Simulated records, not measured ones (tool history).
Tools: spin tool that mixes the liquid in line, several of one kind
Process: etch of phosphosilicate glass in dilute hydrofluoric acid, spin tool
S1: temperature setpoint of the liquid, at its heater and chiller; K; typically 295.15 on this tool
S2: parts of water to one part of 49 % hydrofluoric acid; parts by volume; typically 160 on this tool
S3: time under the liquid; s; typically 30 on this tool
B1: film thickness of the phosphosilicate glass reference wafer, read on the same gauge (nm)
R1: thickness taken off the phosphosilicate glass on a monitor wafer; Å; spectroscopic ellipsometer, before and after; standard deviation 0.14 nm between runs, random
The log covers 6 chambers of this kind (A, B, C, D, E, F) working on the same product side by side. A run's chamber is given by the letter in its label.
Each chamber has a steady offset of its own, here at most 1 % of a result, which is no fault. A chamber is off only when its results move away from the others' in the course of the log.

{"run": "1D", "hour": 7.8, "S1": 295.15, "S2": 160, "S3": 30, "B1": 79.999, "R1": 165.17}
{"run": "2B", "hour": 22.7, "S1": 295.15, "S2": 160, "S3": 30, "B1": 79.963, "R1": 165.32}
{"run": "3C", "hour": 34.1, "S1": 295.15, "S2": 160, "S3": 30, "B1": 79.99, "R1": 166.44}
{"run": "4A", "hour": 45.8, "S1": 295.15, "S2": 160, "S3": 30, "B1": 80.006, "R1": 167.66}
{"run": "5F", "hour": 54.9, "S1": 295.15, "S2": 160, "S3": 30, "B1": 80.026, "R1": 166.68}
{"run": "6E", "hour": 67.7, "S1": 295.15, "S2": 160, "S3": 30, "B1": 79.995, "R1": 167.13}
{"hour": 75.8, "done": "chamber F: hydrofluoric acid flow meter replaced"}
{"run": "7A", "hour": 80.9, "S1": 295.15, "S2": 160, "S3": 30, "B1": 80.003, "R1": 167.22}
{"run": "8F", "hour": 93.8, "S1": 295.15, "S2": 160, "S3": 30, "B1": 79.973, "R1": 168.11}
{"run": "9E", "hour": 107.8, "S1": 295.15, "S2": 160, "S3": 30, "B1": 79.982, "R1": 166.58}
{"run": "10B", "hour": 122.9, "S1": 298.65, "S2": 160, "S3": 15, "B1": 80.011, "R1": 94.024}
{"hour": 127.5, "done": "chamber A: hydrofluoric acid flow meter replaced"}
{"run": "11D", "hour": 137.1, "S1": 298.65, "S2": 160, "S3": 15, "B1": 79.992, "R1": 94.106}
{"run": "12C", "hour": 152.4, "S1": 298.65, "S2": 160, "S3": 15, "B1": 80.004, "R1": 96.227}
{"hour": 152.6, "done": "chamber C: hydrofluoric acid flow meter replaced"}
{"run": "13F", "hour": 165.3, "S1": 298.65, "S2": 160, "S3": 15, "B1": 79.996, "R1": 95.089}
{"run": "14A", "hour": 178.5, "S1": 298.65, "S2": 160, "S3": 15, "B1": 79.994, "R1": 94.721}
{"run": "15C", "hour": 187.6, "S1": 298.65, "S2": 160, "S3": 15, "B1": 80.006, "R1": 93.618}
{"run": "16E", "hour": 203.1, "S1": 295.15, "S2": 160, "S3": 30, "B1": 79.997, "R1": 164.0}
{"run": "17B", "hour": 216.0, "S1": 295.15, "S2": 160, "S3": 30, "B1": 79.996, "R1": 166.27}
{"run": "18D", "hour": 229.6, "S1": 295.15, "S2": 160, "S3": 30, "B1": 80.005, "R1": 166.18}
{"run": "19C", "hour": 239.2, "S1": 295.15, "S2": 160, "S3": 30, "B1": 80.013, "R1": 165.56}
{"hour": 247.6, "done": "chamber E: hydrofluoric acid flow meter replaced"}
{"run": "20A", "hour": 252.2, "S1": 295.15, "S2": 160, "S3": 30, "B1": 80.007, "R1": 166.45}
{"run": "21F", "hour": 260.9, "S1": 295.15, "S2": 160, "S3": 30, "B1": 80.004, "R1": 164.33}
{"run": "22E", "hour": 271.9, "S1": 295.15, "S2": 160, "S3": 30, "B1": 79.991, "R1": 164.44}
{"run": "23B", "hour": 282.1, "S1": 295.15, "S2": 160, "S3": 30, "B1": 80.001, "R1": 167.51}
{"run": "24D", "hour": 289.0, "S1": 295.15, "S2": 160, "S3": 30, "B1": 79.986, "R1": 163.33}
{"run": "25B", "hour": 295.9, "S1": 295.15, "S2": 160, "S3": 30, "B1": 80.007, "R1": 164.05}
{"run": "26C", "hour": 308.8, "S1": 295.15, "S2": 160, "S3": 30, "B1": 80.009, "R1": 166.24}
{"hour": 312.2, "done": "chamber D: hydrofluoric acid flow meter replaced"}
{"run": "27A", "hour": 316.9, "S1": 295.15, "S2": 210, "S3": 30, "B1": 79.993, "R1": 120.93}
{"run": "28D", "hour": 332.1, "S1": 295.15, "S2": 210, "S3": 30, "B1": 80.002, "R1": 119.58}
{"run": "29E", "hour": 339.0, "S1": 295.15, "S2": 210, "S3": 30, "B1": 79.956, "R1": 119.05}
{"run": "30F", "hour": 354.0, "S1": 295.15, "S2": 210, "S3": 30, "B1": 80.007, "R1": 119.77}
{"run": "31C", "hour": 363.0, "S1": 295.15, "S2": 210, "S3": 30, "B1": 80.015, "R1": 119.67}
{"run": "32B", "hour": 378.5, "S1": 295.15, "S2": 210, "S3": 30, "B1": 79.975, "R1": 117.9}
{"run": "33A", "hour": 389.8, "S1": 295.15, "S2": 160, "S3": 30, "B1": 80.011, "R1": 165.96}
{"run": "34E", "hour": 403.7, "S1": 295.15, "S2": 160, "S3": 30, "B1": 80.002, "R1": 162.75}
{"run": "35F", "hour": 410.5, "S1": 295.15, "S2": 160, "S3": 30, "B1": 79.995, "R1": 164.12}
{"run": "36D", "hour": 421.0, "S1": 295.15, "S2": 160, "S3": 30, "B1": 79.966, "R1": 164.04}
{"run": "37B", "hour": 433.9, "S1": 295.15, "S2": 160, "S3": 30, "B1": 79.983, "R1": 161.97}
{"run": "38D", "hour": 444.0, "S1": 295.15, "S2": 160, "S3": 30, "B1": 79.973, "R1": 167.01}

What goes on in this fleet: one chamber off, a drifting gauge, or nothing beyond the chambers' own small offsets? Name the chamber and the cause, if any.

All chambers stay in line apart from their small fixed offsets, and the gauge does not drift.
